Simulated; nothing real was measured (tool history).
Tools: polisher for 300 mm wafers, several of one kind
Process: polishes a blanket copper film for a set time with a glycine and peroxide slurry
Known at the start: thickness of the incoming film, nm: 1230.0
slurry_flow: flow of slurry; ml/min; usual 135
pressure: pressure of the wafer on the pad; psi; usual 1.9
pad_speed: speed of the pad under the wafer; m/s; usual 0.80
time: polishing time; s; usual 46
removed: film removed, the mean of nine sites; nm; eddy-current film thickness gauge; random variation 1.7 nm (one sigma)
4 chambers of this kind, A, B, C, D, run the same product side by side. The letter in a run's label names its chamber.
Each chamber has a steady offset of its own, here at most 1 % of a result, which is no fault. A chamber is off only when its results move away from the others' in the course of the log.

-- hour=6.2 chamber A: worn pad replaced by a new one
-- hour=6.4 chamber B: worn pad replaced by a new one
run 1C hour=15.6 | slurry_flow=135 pressure=1.9 pad_speed=0.80 time=46 | removed=133.070
run 2A hour=25.9 | slurry_flow=135 pressure=1.9 pad_speed=0.80 time=46 | removed=129.950
run 3D hour=41.4 | slurry_flow=135 pressure=1.9 pad_speed=0.80 time=46 | removed=131.500
-- hour=52.2 chamber C: slurry nozzle cleaned
run 4B hour=54.4 | slurry_flow=135 pressure=1.9 pad_speed=0.80 time=46 | removed=131.850
-- hour=54.7 chamber D: worn pad replaced by a new one
-- hour=61.1 chamber C: worn pad replaced by a new one
-- hour=64.1 chamber A: worn pad replaced by a new one
-- hour=66.2 chamber B: worn pad replaced by a new one
run 5D hour=69.2 | slurry_flow=135 pressure=1.9 pad_speed=0.80 time=46 | removed=130.500
run 6A hour=81.4 | slurry_flow=135 pressure=1.9 pad_speed=0.80 time=46 | removed=128.370
-- hour=82.2 chamber D: slurry nozzle cleaned
run 7C hour=93.1 | slurry_flow=135 pressure=1.9 pad_speed=0.98 time=46 | removed=152.110
run 8B hour=100.7 | slurry_flow=135 pressure=1.9 pad_speed=0.98 time=46 | removed=154.730
run 9A hour=109.9 | slurry_flow=135 pressure=1.9 pad_speed=0.98 time=46 | removed=147.830
-- hour=112.5 chamber C: worn pad replaced by a new one
-- hour=116.0 chamber D: worn pad replaced by a new one
run 10D hour=125.7 | slurry_flow=135 pressure=1.9 pad_speed=0.98 time=46 | removed=149.080
-- hour=127.8 chamber A: worn pad replaced by a new one
-- hour=131.1 chamber B: worn pad replaced by a new one
-- hour=133.4 chamber B: slurry nozzle cleaned
run 11C hour=137.7 | slurry_flow=135 pressure=1.9 pad_speed=0.80 time=46 | removed=132.350
run 12B hour=145.0 | slurry_flow=135 pressure=1.9 pad_speed=0.80 time=46 | removed=133.920
run 13D hour=159.6 | slurry_flow=135 pressure=1.9 pad_speed=0.80 time=46 | removed=130.400
-- hour=167.2 chamber C: worn pad replaced by a new one
run 14B hour=167.7 | slurry_flow=135 pressure=1.9 pad_speed=0.80 time=46 | removed=129.240
run 15A hour=178.6 | slurry_flow=95 pressure=1.9 pad_speed=0.80 time=37 | removed=89.019
-- hour=179.3 chamber A: worn pad replaced by a new one
-- hour=182.6 chamber D: worn pad replaced by a new one
run 16C hour=186.3 | slurry_flow=95 pressure=1.9 pad_speed=0.80 time=37 | removed=98.378
run 17B hour=201.6 | slurry_flow=95 pressure=1.9 pad_speed=0.80 time=37 | removed=96.151
-- hour=202.4 chamber B: worn pad replaced by a new one
-- hour=207.7 chamber B: head pressure recalibrated
run 18A hour=216.5 | slurry_flow=95 pressure=1.9 pad_speed=0.80 time=37 | removed=88.537
-- hour=227.8 chamber C: worn pad replaced by a new one
run 19C hour=228.0 | slurry_flow=135 pressure=2.2 pad_speed=0.80 time=55 | removed=179.110
-- hour=234.3 chamber A: worn pad replaced by a new one
run 20D hour=236.0 | slurry_flow=135 pressure=2.2 pad_speed=0.80 time=55 | removed=171.170
-- hour=247.9 chamber D: worn pad replaced by a new one
run 21C hour=249.8 | slurry_flow=135 pressure=2.2 pad_speed=0.80 time=55 | removed=172.970
run 22B hour=260.4 | slurry_flow=135 pressure=2.2 pad_speed=0.80 time=55 | removed=174.060
run 23A hour=271.1 | slurry_flow=135 pressure=1.9 pad_speed=0.80 time=46 | removed=120.840
-- hour=272.8 chamber B: worn pad replaced by a new one
run 24D hour=278.2 | slurry_flow=135 pressure=1.9 pad_speed=0.80 time=46 | removed=129.150
run 25B hour=286.0 | slurry_flow=135 pressure=1.9 pad_speed=0.80 time=46 | removed=133.080
-- hour=293.7 chamber C: worn pad replaced by a new one
run 26C hour=294.7 | slurry_flow=135 pressure=1.9 pad_speed=0.80 time=46 | removed=130.340

What goes on in this fleet: one chamber off, a drifting gauge, or nothing beyond the chambers' own small offsets? Name the chamber and the cause, if any.

Chamber A drifts away from the others.
Cause: slurry flow missing at the pad, % = 40.6.

Here are 4 candidates for chamber A's next run, each the usual settings with a change, their results left as question marks. Which one brings its results back in line with what the others give on the usual settings?
In line means no further than this from the other chambers' mean on the usual settings: removed 6.100 nm
run 27A-1 hour=306.0 | slurry_flow=150 pressure=2.6 pad_speed=0.80 time=46 | removed=?
run 27A-2 hour=306.0 | slurry_flow=130 pressure=1.9 pad_speed=0.76 time=42 | removed=?
run 27A-3 hour=306.0 | slurry_flow=140 pressure=1.9 pad_speed=0.84 time=50 | removed=?
run 27A-4 hour=306.0 | slurry_flow=125 pressure=1.9 pad_speed=0.80 time=36 | removed=?

The other chambers' mean on the usual settings: removed 131.650 nm
run=27A-1 removed=150.230
run=27A-2 removed=100.630
run=27A-3 removed=131.490
run=27A-4 removed=88.321
27A-3 brings the chamber back in line.
